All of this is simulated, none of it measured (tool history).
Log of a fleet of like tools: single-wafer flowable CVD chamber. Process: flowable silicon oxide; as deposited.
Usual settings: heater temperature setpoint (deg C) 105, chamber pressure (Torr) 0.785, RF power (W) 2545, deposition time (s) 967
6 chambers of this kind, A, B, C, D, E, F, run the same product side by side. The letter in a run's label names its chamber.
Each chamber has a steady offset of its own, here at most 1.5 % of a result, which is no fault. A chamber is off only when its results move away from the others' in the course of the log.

run	hour	heater temperature setpoint (deg C)	chamber pressure (Torr)	RF power (W)	deposition time (s)	hours since the last thermocouple change	hours since the last RF generator calibration	hours since the last manometer calibration	read-back reference wafer on the same gauge, thickness_nm	mean film thickness on the monitor wafer (nm)
1E	6.6	105	0.785	2545	967	519.3	2424.3	966.9	509.99	502.86
2F	10.1	105	0.785	2545	967	1252.2	899.1	2731.7	509.63	509.27
3A	16.4	105	0.785	2545	967	98.3	151.8	1655.7	510.11	503.29
4C	21.3	105	0.785	2545	967	856.0	982.5	1042.3	510.06	506.87
5B	27.6	105	0.785	2545	967	1777.1	667.7	989.7	509.92	499.49
6D	32.2	105	0.785	2545	967	808.0	700.5	965.4	510.80	504.24
7E	38.4	105	0.785	2545	967	551.1	2456.1	998.7	509.93	503.43
8C	41.6	91	0.785	2545	967	876.3	1002.8	1062.6	510.09	814.16
9A	46.2	91	0.785	2545	967	128.1	181.6	1685.5	509.44	803.31
10F	51.4	91	0.785	2545	967	1293.5	940.4	2773.0	510.21	814.65
# hour 53.5: chamber F: capacitance manometer re-zeroed and calibrated
11B	56.1	91	0.785	2545	967	1805.6	696.2	1018.2	510.40	787.10
12D	61.0	91	0.785	2545	967	836.8	729.3	994.2	510.27	795.35
# hour 66.1: chamber A: capacitance manometer re-zeroed and calibrated
13C	67.9	91	0.785	2545	967	902.6	1029.1	1088.9	510.51	811.17
14D	74.1	105	0.785	2545	967	849.9	742.4	1007.3	510.12	504.72
15F	77.5	105	0.785	2545	967	1319.6	966.5	24.0	509.66	507.14
16A	81.0	105	0.785	2900	967	162.9	216.4	14.9	509.88	509.78
17B	86.1	105	0.785	2900	967	1835.6	726.2	1048.2	510.68	505.05
18E	91.8	105	0.785	2900	967	604.5	2509.5	1052.1	509.52	509.95
19C	97.7	105	0.785	2900	967	932.4	1058.9	1118.7	510.24	514.79
20B	101.2	105	0.785	2900	967	1850.7	741.3	1063.3	509.88	508.57
21E	105.9	105	0.785	2900	967	618.6	2523.6	1066.2	509.89	513.08
22F	111.5	105	0.785	2545	967	1353.6	1000.5	58.0	510.32	507.57
23D	115.1	105	0.785	2545	967	890.9	783.4	1048.3	510.21	504.98
24A	120.5	105	0.785	2545	967	202.4	255.9	54.4	509.96	500.15
25A	127.1	105	0.785	2725	967	209.0	262.5	61.0	510.13	503.93
26D	131.7	105	0.785	2725	967	907.5	800.0	1064.9	510.16	508.92
27C	137.1	105	0.785	2725	967	971.8	1098.3	1158.1	510.36	511.79
28E	141.1	105	0.785	2725	967	653.8	2558.8	1101.4	509.80	508.07
29B	145.7	105	0.785	2725	967	1895.2	785.8	1107.8	510.17	503.61
# hour 145.9: chamber D: RF generator calibrated
30F	148.7	105	0.785	2725	967	1390.8	1037.7	95.2	509.91	510.21
31B	154.7	105	0.785	2545	967	1904.2	794.8	1116.8	510.49	499.08
32A	160.7	105	0.785	2545	967	242.6	296.1	94.6	509.86	503.40
# hour 162.6: chamber E: RF generator calibrated
33D	165.3	105	0.785	2545	967	941.1	19.4	1098.5	509.81	506.13
# hour 168.9: chamber C: RF generator calibrated
34F	171.3	105	0.785	2545	967	1413.4	1060.3	117.8	509.73	508.04
35E	178.1	105	0.710	2115	967	690.8	15.6	1138.4	510.07	427.13
36C	184.4	105	0.710	2115	967	1019.1	15.5	1205.4	509.92	430.29

Is one chamber off against the others, does the gauge drift, or is nothing wrong? If a chamber is off, say which, and what the likeliest cause is.

No chamber stands off beyond its own small offset, and the gauge holds steady.
